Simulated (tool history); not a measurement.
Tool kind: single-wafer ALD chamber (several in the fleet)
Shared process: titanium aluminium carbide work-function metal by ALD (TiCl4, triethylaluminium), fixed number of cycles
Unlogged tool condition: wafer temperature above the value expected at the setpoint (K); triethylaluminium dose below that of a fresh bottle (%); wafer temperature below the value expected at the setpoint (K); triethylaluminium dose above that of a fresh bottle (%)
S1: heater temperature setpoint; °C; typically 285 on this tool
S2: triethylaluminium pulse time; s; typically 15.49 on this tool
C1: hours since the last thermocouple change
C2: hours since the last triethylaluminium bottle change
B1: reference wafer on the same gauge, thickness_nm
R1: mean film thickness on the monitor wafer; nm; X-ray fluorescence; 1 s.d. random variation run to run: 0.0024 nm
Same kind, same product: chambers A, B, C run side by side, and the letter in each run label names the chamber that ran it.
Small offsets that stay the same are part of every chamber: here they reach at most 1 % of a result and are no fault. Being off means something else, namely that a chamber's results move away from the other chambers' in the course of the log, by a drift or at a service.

run	hour	S1	S2	C1	C2	B1	R1
1C	11.8	285	15.49	1747.7	97.4	1.6298	1.9258
2B	22.8	285	15.49	60.6	600.5	1.6293	1.9128
3A	35.8	285	15.49	1272.6	635.4	1.6292	1.933
4B	49	285	15.49	86.8	626.7	1.6287	1.9068
5C	61	285	15.49	1796.9	146.6	1.6286	1.9239
6A	72.2	285	15.49	1309	671.8	1.6287	1.9276
7A	85.4	285	15.49	1322.2	685	1.6281	1.9306
8C	93.9	285	15.49	1829.8	179.5	1.6276	1.9204
9B	107.4	285	15.49	145.2	685.1	1.6274	1.9088
10B	113.5	285	15.49	151.3	691.2	1.6275	1.9075
11C	120.1	285	15.49	1856	205.7	1.6271	1.9188
12A	129.3	285	15.49	1366.1	728.9	1.6266	1.9224
13B	137.8	285	15.49	175.6	715.5	1.627	1.9077
14C	146.7	285	15.49	1882.6	232.3	1.6266	1.921
15A	159.1	285	15.49	1395.9	758.7	1.6265	1.9298
16A	172.1	285	15.49	1408.9	771.7	1.6259	1.924
17B	179.5	285	15.49	217.3	757.2	1.6262	1.9067
18C	187.4	285	15.49	1923.3	273	1.6259	1.9138
19C	198.9	285	15.49	1934.8	284.5	1.6256	1.9201
20A	210.2	285	15.49	1447	809.8	1.625	1.9228
21B	222.1	285	15.49	259.9	799.8	1.6253	1.9065
22A	228.9	285	15.49	1465.7	828.5	1.6245	1.9273
23C	236.8	285	15.49	1972.7	322.4	1.6246	1.9195
24B	245.9	285	15.49	283.7	823.6	1.6244	1.9015
25A	254.3	278	15.49	1491.1	853.9	1.6237	1.8607
26C	261.7	278	15.49	1997.6	347.3	1.6237	1.8538
27B	268	278	15.49	305.8	845.7	1.624	1.8426
28B	276.6	285	15.49	314.4	854.3	1.6239	1.901
29A	289.8	285	15.49	1526.6	889.4	1.6234	1.9248
30C	300.2	285	15.49	2036.1	385.8	1.6233	1.9118
# hour 306.8: chamber A: thermocouple changed; heater temperature recalibrated
31A	310.5	290	17.62	3.8	910.1	1.6226	1.9724
32C	324	290	17.62	2059.9	409.6	1.6229	1.9668
33B	332.5	290	17.62	370.3	910.2	1.6216	1.951
34C	343.2	285	15.49	2079.1	428.8	1.6212	1.9125

Next, all 3 chambers run the settings below, one line each with question marks for the results. What does each chamber give?
35A	352.9	290	15.49				?
35B	352.9	290	15.49				?
35C	352.9	290	15.49				?

run	R1
35A	1.963
35B	1.9447
35C	1.9611
